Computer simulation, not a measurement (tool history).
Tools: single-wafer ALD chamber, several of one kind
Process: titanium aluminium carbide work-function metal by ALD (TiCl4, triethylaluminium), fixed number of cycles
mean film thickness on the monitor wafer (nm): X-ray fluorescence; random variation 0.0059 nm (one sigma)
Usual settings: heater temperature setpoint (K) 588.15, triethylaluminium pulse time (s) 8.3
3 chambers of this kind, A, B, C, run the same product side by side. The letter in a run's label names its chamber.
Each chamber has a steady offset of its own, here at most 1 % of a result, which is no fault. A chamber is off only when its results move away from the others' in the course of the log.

run	hour	heater temperature setpoint (K)	triethylaluminium pulse time (s)	hours since the last thermocouple change	hours since the last triethylaluminium bottle change	read-back reference wafer on the same gauge, thickness_nm	mean film thickness on the monitor wafer (nm)
1A	8	588.15	8.3	1076.2	652.9	2.1509	2.077
2C	15.9	588.15	8.3	246.4	756.8	2.1497	2.0859
3B	20	588.15	8.3	928.3	752.8	2.1481	2.0577
4B	25.3	588.15	8.3	933.6	758.1	2.1493	2.0575
5C	29.8	588.15	8.3	260.3	770.7	2.1512	2.0908
6A	36.8	588.15	8.3	1105	681.7	2.1496	2.0697
7B	42.9	588.15	8.3	951.2	775.7	2.1492	2.0541
8A	51.7	588.15	8.3	1119.9	696.6	2.1496	2.0719
9C	57.4	588.15	8.3	287.9	798.3	2.1508	2.079
10A	65	582.15	11.44	1133.2	709.9	2.1492	2.107
11B	73.1	582.15	11.44	981.4	805.9	2.1495	2.0844
12C	78.2	582.15	11.44	308.7	819.1	2.15	2.1153
# hour 80: chamber B: thermocouple changed; heater temperature recalibrated
13A	84.4	588.15	8.3	1152.6	729.3	2.1507	2.0769
14C	90.7	588.15	8.3	321.2	831.6	2.1492	2.0885
15B	96	588.15	8.3	16.1	828.8	2.1486	2.0193
16C	103.1	588.15	8.3	333.6	844	2.1501	2.0883
17A	108.2	588.15	8.3	1176.4	753.1	2.1501	2.0712
18B	112.9	588.15	8.3	33	845.7	2.1513	2.0157
19C	119.3	588.15	8.3	349.8	860.2	2.1507	2.0967
20A	125.5	588.15	8.3	1193.7	770.4	2.1504	2.0769
21B	133.3	588.15	8.3	53.4	866.1	2.149	2.0177
22C	139.2	588.15	8.3	369.7	880.1	2.1498	2.093
23A	145.9	588.15	7.27	1214.1	790.8	2.1496	2.0196
24B	153.6	588.15	7.27	73.7	886.4	2.1491	1.9762
25A	161.7	588.15	7.27	1229.9	806.6	2.1484	2.0127
26C	166.4	588.15	8.3	396.9	907.3	2.1509	2.0897
27B	174.2	588.15	8.3	94.3	907	2.1501	2.0138
28A	179.1	588.15	8.3	1247.3	824	2.1498	2.0723
29C	184.1	588.15	8.3	414.6	925	2.1506	2.0825
30B	188.6	588.15	8.3	108.7	921.4	2.1497	2.0069
31C	195.2	588.15	8.3	425.7	936.1	2.1498	2.0951
32A	202.5	588.15	8.3	1270.7	847.4	2.1514	2.0807
33B	210.5	588.15	8.3	130.6	943.3	2.1493	2.0048
34A	216.5	588.15	8.3	1284.7	861.4	2.1501	2.0711
35C	221.2	588.15	8.3	451.7	962.1	2.1503	2.0808
36B	228	588.15	8.3	148.1	960.8	2.1492	2.0096
37B	233.5	588.15	8.3	153.6	966.3	2.1507	2.0131
38A	237.4	588.15	8.3	1305.6	882.3	2.1512	2.074
39C	242.3	588.15	8.3	472.8	983.2	2.1487	2.0796
40B	249.8	588.15	8.3	169.9	982.6	2.1507	2.0133

All 3 chambers run these settings next. Forecast each chamber's results:
41A	256.2	588.15	8.3				?
41B	256.2	588.15	8.3				?
41C	256.2	588.15	8.3				?

run	mean film thickness on the monitor wafer (nm)
41A	2.0764
41B	2.0121
41C	2.0853
